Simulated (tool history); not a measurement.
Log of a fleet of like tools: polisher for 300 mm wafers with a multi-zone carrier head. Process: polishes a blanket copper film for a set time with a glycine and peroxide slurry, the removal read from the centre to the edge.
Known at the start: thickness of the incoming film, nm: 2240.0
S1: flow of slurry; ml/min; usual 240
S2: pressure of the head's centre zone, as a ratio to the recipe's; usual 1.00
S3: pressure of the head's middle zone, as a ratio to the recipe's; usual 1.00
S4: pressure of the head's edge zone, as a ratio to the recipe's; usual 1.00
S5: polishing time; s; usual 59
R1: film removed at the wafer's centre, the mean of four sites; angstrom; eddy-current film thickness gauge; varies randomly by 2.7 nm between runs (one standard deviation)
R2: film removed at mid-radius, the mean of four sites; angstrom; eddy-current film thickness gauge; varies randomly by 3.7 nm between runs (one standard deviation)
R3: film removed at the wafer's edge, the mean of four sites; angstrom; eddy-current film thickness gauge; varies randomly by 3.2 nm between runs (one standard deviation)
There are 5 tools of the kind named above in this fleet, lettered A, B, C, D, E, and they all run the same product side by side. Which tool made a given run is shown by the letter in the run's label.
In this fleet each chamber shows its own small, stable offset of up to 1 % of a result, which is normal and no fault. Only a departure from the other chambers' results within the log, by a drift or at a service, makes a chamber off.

-- hour=4.4 chamber A: edge zone pressure recalibrated
run 1E hour=5.1 | S1=240 S2=1.00 S3=1.00 S4=1.00 S5=59 | R1=3835.6 R2=3867.5 R3=3770.1
-- hour=8.9 chamber C: worn pad replaced by a new one
run 2B hour=10.9 | S1=240 S2=1.00 S3=1.00 S4=1.00 S5=59 | R1=3857.4 R2=3846.8 R3=3797.9
-- hour=12.5 chamber C: centre zone pressure recalibrated
-- hour=18.2 chamber B: slurry nozzle cleaned
run 3A hour=18.3 | S1=240 S2=1.00 S3=1.00 S4=1.00 S5=59 | R1=3784.1 R2=3783.8 R3=3777.4
-- hour=21.2 chamber B: edge zone pressure recalibrated
-- hour=21.3 chamber D: worn pad replaced by a new one
run 4D hour=22.3 | S1=240 S2=1.00 S3=1.00 S4=1.00 S5=59 | R1=3749.7 R2=3820.9 R3=3801.8
-- hour=23.2 chamber E: centre zone pressure recalibrated
run 5C hour=25.9 | S1=240 S2=1.00 S3=1.00 S4=1.00 S5=59 | R1=3796.8 R2=3781.0 R3=3823.9
run 6E hour=32.4 | S1=240 S2=1.00 S3=1.00 S4=1.00 S5=59 | R1=3826.9 R2=3842.6 R3=3766.2
-- hour=32.9 chamber A: slurry nozzle cleaned
run 7B hour=37.8 | S1=240 S2=1.00 S3=1.00 S4=1.00 S5=59 | R1=3827.1 R2=3793.1 R3=3780.3
-- hour=40.1 chamber E: worn pad replaced by a new one
-- hour=42.2 chamber B: worn pad replaced by a new one
-- hour=42.9 chamber A: worn pad replaced by a new one
run 8D hour=43.3 | S1=240 S2=1.00 S3=1.00 S4=1.00 S5=59 | R1=3770.2 R2=3864.4 R3=3829.0
-- hour=46.8 chamber D: edge zone pressure recalibrated
run 9A hour=50.1 | S1=240 S2=1.00 S3=1.00 S4=1.00 S5=59 | R1=3762.0 R2=3808.5 R3=3780.2
run 10C hour=54.9 | S1=240 S2=1.00 S3=1.00 S4=1.00 S5=59 | R1=3731.1 R2=3799.0 R3=3892.9
run 11A hour=61.1 | S1=240 S2=1.00 S3=1.00 S4=1.00 S5=59 | R1=3806.0 R2=3770.0 R3=3810.0
run 12C hour=67.4 | S1=240 S2=1.00 S3=1.00 S4=1.00 S5=59 | R1=3780.9 R2=3808.1 R3=3804.5
run 13E hour=71.1 | S1=240 S2=0.91 S3=0.96 S4=1.00 S5=59 | R1=3440.9 R2=3678.6 R3=3793.5
-- hour=74.1 chamber D: worn pad replaced by a new one
run 14B hour=75.3 | S1=240 S2=0.91 S3=0.96 S4=1.00 S5=59 | R1=3471.1 R2=3680.1 R3=3824.1
run 15D hour=79.2 | S1=240 S2=0.91 S3=0.96 S4=1.00 S5=59 | R1=3425.6 R2=3736.0 R3=3762.1
-- hour=81.7 chamber C: worn pad replaced by a new one
-- hour=81.7 chamber C: slurry nozzle cleaned
run 16A hour=83.5 | S1=240 S2=0.91 S3=0.96 S4=1.00 S5=59 | R1=3423.6 R2=3667.8 R3=3882.3
run 17D hour=87.5 | S1=240 S2=0.91 S3=0.96 S4=1.00 S5=59 | R1=3391.2 R2=3647.3 R3=3777.0
-- hour=89.0 chamber E: edge zone pressure recalibrated
run 18C hour=91.1 | S1=240 S2=1.00 S3=1.00 S4=1.00 S5=59 | R1=3818.8 R2=3878.1 R3=3873.9
-- hour=94.3 chamber D: centre zone pressure recalibrated
run 19B hour=97.3 | S1=240 S2=1.00 S3=1.00 S4=1.00 S5=59 | R1=3815.7 R2=3793.1 R3=3801.5
run 20E hour=101.9 | S1=240 S2=1.00 S3=0.92 S4=1.11 S5=59 | R1=3828.9 R2=3515.9 R3=4030.6
run 21E hour=105.4 | S1=240 S2=1.00 S3=0.92 S4=1.11 S5=59 | R1=3854.1 R2=3532.2 R3=4043.4
-- hour=109.2 chamber A: worn pad replaced by a new one
run 22B hour=112.1 | S1=240 S2=1.00 S3=0.92 S4=1.11 S5=59 | R1=3884.7 R2=3524.9 R3=3971.1
-- hour=112.6 chamber A: centre zone pressure recalibrated
-- hour=112.9 chamber E: worn pad replaced by a new one
-- hour=114.7 chamber D: worn pad replaced by a new one
run 23A hour=116.8 | S1=240 S2=1.00 S3=0.92 S4=1.11 S5=59 | R1=3753.1 R2=3532.6 R3=4039.3
run 24D hour=121.8 | S1=240 S2=1.00 S3=0.92 S4=1.11 S5=59 | R1=3579.8 R2=3569.6 R3=4054.0
run 25C hour=128.0 | S1=240 S2=1.00 S3=1.00 S4=1.00 S5=59 | R1=3751.2 R2=3714.7 R3=3799.3
-- hour=132.2 chamber B: worn pad replaced by a new one
run 26C hour=133.0 | S1=240 S2=1.00 S3=1.00 S4=1.00 S5=59 | R1=3781.2 R2=3844.4 R3=3776.8
run 27B hour=140.3 | S1=240 S2=1.00 S3=1.00 S4=1.00 S5=59 | R1=3858.7 R2=3762.9 R3=3742.8
-- hour=143.7 chamber C: worn pad replaced by a new one
run 28E hour=145.1 | S1=240 S2=1.00 S3=1.00 S4=1.00 S5=59 | R1=3798.3 R2=3794.1 R3=3836.9
run 29D hour=152.5 | S1=210 S2=1.00 S3=1.00 S4=1.00 S5=59 | R1=3501.9 R2=3762.8 R3=3779.4
run 30A hour=158.4 | S1=210 S2=1.00 S3=1.00 S4=1.00 S5=59 | R1=3716.1 R2=3802.9 R3=3831.1
run 31B hour=164.5 | S1=210 S2=1.00 S3=1.00 S4=1.00 S5=59 | R1=3763.9 R2=3847.7 R3=3753.4
-- hour=167.3 chamber D: worn pad replaced by a new one
run 32A hour=169.4 | S1=210 S2=1.00 S3=1.00 S4=1.00 S5=59 | R1=3673.5 R2=3702.8 R3=3745.7
run 33C hour=175.8 | S1=210 S2=1.00 S3=1.00 S4=1.00 S5=59 | R1=3756.4 R2=3787.1 R3=3786.5
run 34E hour=181.7 | S1=240 S2=1.00 S3=1.00 S4=1.00 S5=59 | R1=3792.7 R2=3861.8 R3=3763.0
run 35D hour=187.5 | S1=240 S2=1.00 S3=1.00 S4=1.00 S5=59 | R1=3600.8 R2=3853.9 R3=3791.8
-- hour=188.5 chamber E: worn pad replaced by a new one
-- hour=192.9 chamber A: worn pad replaced by a new one
run 36D hour=193.7 | S1=240 S2=1.00 S3=1.00 S4=1.00 S5=59 | R1=3566.9 R2=3887.3 R3=3840.7
run 37C hour=197.9 | S1=240 S2=1.00 S3=1.00 S4=1.00 S5=59 | R1=3763.6 R2=3839.3 R3=3812.1
run 38E hour=202.3 | S1=240 S2=1.00 S3=1.00 S4=1.00 S5=59 | R1=3815.3 R2=3789.4 R3=3829.2
run 39A hour=206.2 | S1=240 S2=1.00 S3=1.00 S4=1.00 S5=59 | R1=3800.2 R2=3767.3 R3=3806.4

All 5 chambers run these settings next. Forecast each chamber's results:
run 40A hour=211.6 | S1=240 S2=1.00 S3=1.00 S4=1.00 S5=39 | R1=? R2=? R3=?
run 40B hour=211.6 | S1=240 S2=1.00 S3=1.00 S4=1.00 S5=39 | R1=? R2=? R3=?
run 40C hour=211.6 | S1=240 S2=1.00 S3=1.00 S4=1.00 S5=39 | R1=? R2=? R3=?
run 40D hour=211.6 | S1=240 S2=1.00 S3=1.00 S4=1.00 S5=39 | R1=? R2=? R3=?
run 40E hour=211.6 | S1=240 S2=1.00 S3=1.00 S4=1.00 S5=39 | R1=? R2=? R3=?

run=40A R1=2526.5 R2=2538.4 R3=2512.0
run=40B R1=2524.5 R2=2505.8 R3=2465.8
run=40C R1=2548.5 R2=2499.3 R3=2531.6
run=40D R1=2365.8 R2=2504.0 R3=2522.7
run=40E R1=2504.1 R2=2514.2 R3=2478.1
